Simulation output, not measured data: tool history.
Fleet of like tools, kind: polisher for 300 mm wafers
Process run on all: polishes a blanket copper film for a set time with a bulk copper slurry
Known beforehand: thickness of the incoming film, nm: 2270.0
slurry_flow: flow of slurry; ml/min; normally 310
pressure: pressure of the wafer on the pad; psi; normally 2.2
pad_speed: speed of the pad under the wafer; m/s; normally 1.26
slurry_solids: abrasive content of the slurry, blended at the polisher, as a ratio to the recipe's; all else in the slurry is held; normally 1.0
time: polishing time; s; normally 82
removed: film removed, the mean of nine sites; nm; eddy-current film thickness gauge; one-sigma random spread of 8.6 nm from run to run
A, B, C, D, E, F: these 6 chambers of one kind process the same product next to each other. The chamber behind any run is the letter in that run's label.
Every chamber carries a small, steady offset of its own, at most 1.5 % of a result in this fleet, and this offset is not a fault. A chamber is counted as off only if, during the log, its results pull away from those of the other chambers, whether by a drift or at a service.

run,hour,slurry_flow,pressure,pad_speed,slurry_solids,time,wafers polished on this pad,hours since the slurry nozzle was cleaned,hours since the head pressure was calibrated,hours since the slurry blender was calibrated,removed
# hour 0.6: chamber A: slurry blender recalibrated
1A,3.0,310,2.2,1.26,1.0,82,1049,279.5,441.0,2.4,616.07
2B,6.7,310,2.2,1.26,1.0,82,789,185.0,54.0,131.9,633.97
3F,11.1,310,2.2,1.26,1.0,82,493,298.5,240.6,54.4,605.31
4E,15.1,310,2.2,1.26,1.0,82,604,77.0,679.7,276.2,621.16
5C,17.9,310,2.2,1.26,1.0,82,211,19.7,1282.6,159.5,605.16
# hour 18.8: chamber A: worn pad replaced by a new one
6D,22.0,310,2.2,1.26,1.0,82,774,358.1,762.1,320.3,619.54
7C,25.7,310,2.2,1.26,1.0,82,287,27.5,1290.4,167.3,612.60
8E,30.1,310,2.2,1.26,0.9,110,751,92.0,694.7,291.2,800.23
9D,33.2,310,2.2,1.26,0.9,110,884,369.3,773.3,331.5,796.85
10A,37.2,310,2.2,1.26,0.9,110,180,313.7,475.2,36.6,810.19
11F,40.7,310,2.2,1.26,0.9,110,783,328.1,270.2,84.0,810.89
12B,42.9,310,2.2,1.26,0.9,110,1143,221.2,90.2,168.1,805.76
# hour 44.6: chamber F: slurry nozzle cleaned
13A,46.4,310,2.2,1.26,0.9,110,270,322.9,484.4,45.8,833.59
14C,48.7,310,2.2,1.26,1.0,82,512,50.5,1313.4,190.3,598.24
15F,52.8,310,2.2,1.26,1.0,82,901,8.2,282.3,96.1,615.00
# hour 53.1: chamber E: slurry blender recalibrated
16E,56.5,310,2.2,1.26,1.0,82,1009,118.4,721.1,3.4,603.81
# hour 57.5: chamber B: worn pad replaced by a new one
17D,59.0,310,2.2,1.26,1.0,82,1136,395.1,799.1,357.3,613.41
# hour 60.9: chamber C: head pressure recalibrated
# hour 61.4: chamber F: worn pad replaced by a new one
# hour 62.3: chamber E: head pressure recalibrated
18B,63.3,310,2.2,1.26,1.0,82,57,241.6,110.6,188.5,608.64
19A,66.2,220,2.2,1.26,1.0,101,463,342.7,504.2,65.6,734.49
# hour 66.4: chamber C: worn pad replaced by a new one
20E,69.6,220,2.2,1.26,1.0,101,1137,131.5,7.4,16.5,739.07
21B,72.4,220,2.2,1.26,1.0,101,146,250.7,119.7,197.6,736.27
# hour 74.5: chamber E: worn pad replaced by a new one
22D,75.4,220,2.2,1.26,1.0,101,1297,411.5,815.5,373.7,730.14
23C,78.3,220,2.2,1.26,1.0,101,116,80.1,17.4,219.9,785.23
# hour 79.0: chamber D: worn pad replaced by a new one
24F,81.8,220,2.2,1.26,1.0,101,200,37.2,311.3,125.1,719.71
# hour 83.7: chamber B: slurry blender recalibrated
25F,84.4,310,2.2,1.26,1.0,82,225,39.8,313.9,127.7,616.93
# hour 85.0: chamber D: slurry nozzle cleaned
26B,86.6,310,2.2,1.26,1.0,82,285,264.9,133.9,2.9,625.48
27E,90.8,310,2.2,1.26,1.0,82,160,152.7,28.6,37.7,618.10
28A,94.2,250,2.6,1.26,1.0,82,737,370.7,532.2,93.6,721.01
29C,98.6,250,2.6,1.26,1.0,82,315,100.4,37.7,240.2,791.35
30D,101.9,250,2.6,1.26,1.0,82,224,16.9,842.0,400.2,722.14
# hour 104.4: chamber A: slurry nozzle cleaned
31E,106.3,250,2.6,1.26,1.0,82,311,168.2,44.1,53.2,716.55
32B,110.0,250,2.6,1.26,1.0,82,514,288.3,157.3,26.3,717.94
33F,113.4,250,2.6,1.26,1.0,82,509,68.8,342.9,156.7,699.64
34D,117.4,310,2.2,1.26,1.0,82,376,32.4,857.5,415.7,620.73
35C,120.4,310,2.2,1.26,1.0,82,528,122.2,59.5,262.0,670.27
36A,123.6,310,2.2,1.26,1.0,82,1025,19.2,561.6,123.0,633.09

Predict what each chamber gives when all 6 of them run the settings below next.
37A,126.8,310,2.2,1.26,1.0,82,,,,,?
37B,126.8,310,2.2,1.26,1.0,82,,,,,?
37C,126.8,310,2.2,1.26,1.0,82,,,,,?
37D,126.8,310,2.2,1.26,1.0,82,,,,,?
37E,126.8,310,2.2,1.26,1.0,82,,,,,?
37F,126.8,310,2.2,1.26,1.0,82,,,,,?

run,removed
37A,610.46
37B,619.44
37C,686.93
37D,616.04
37E,600.12
37F,614.08
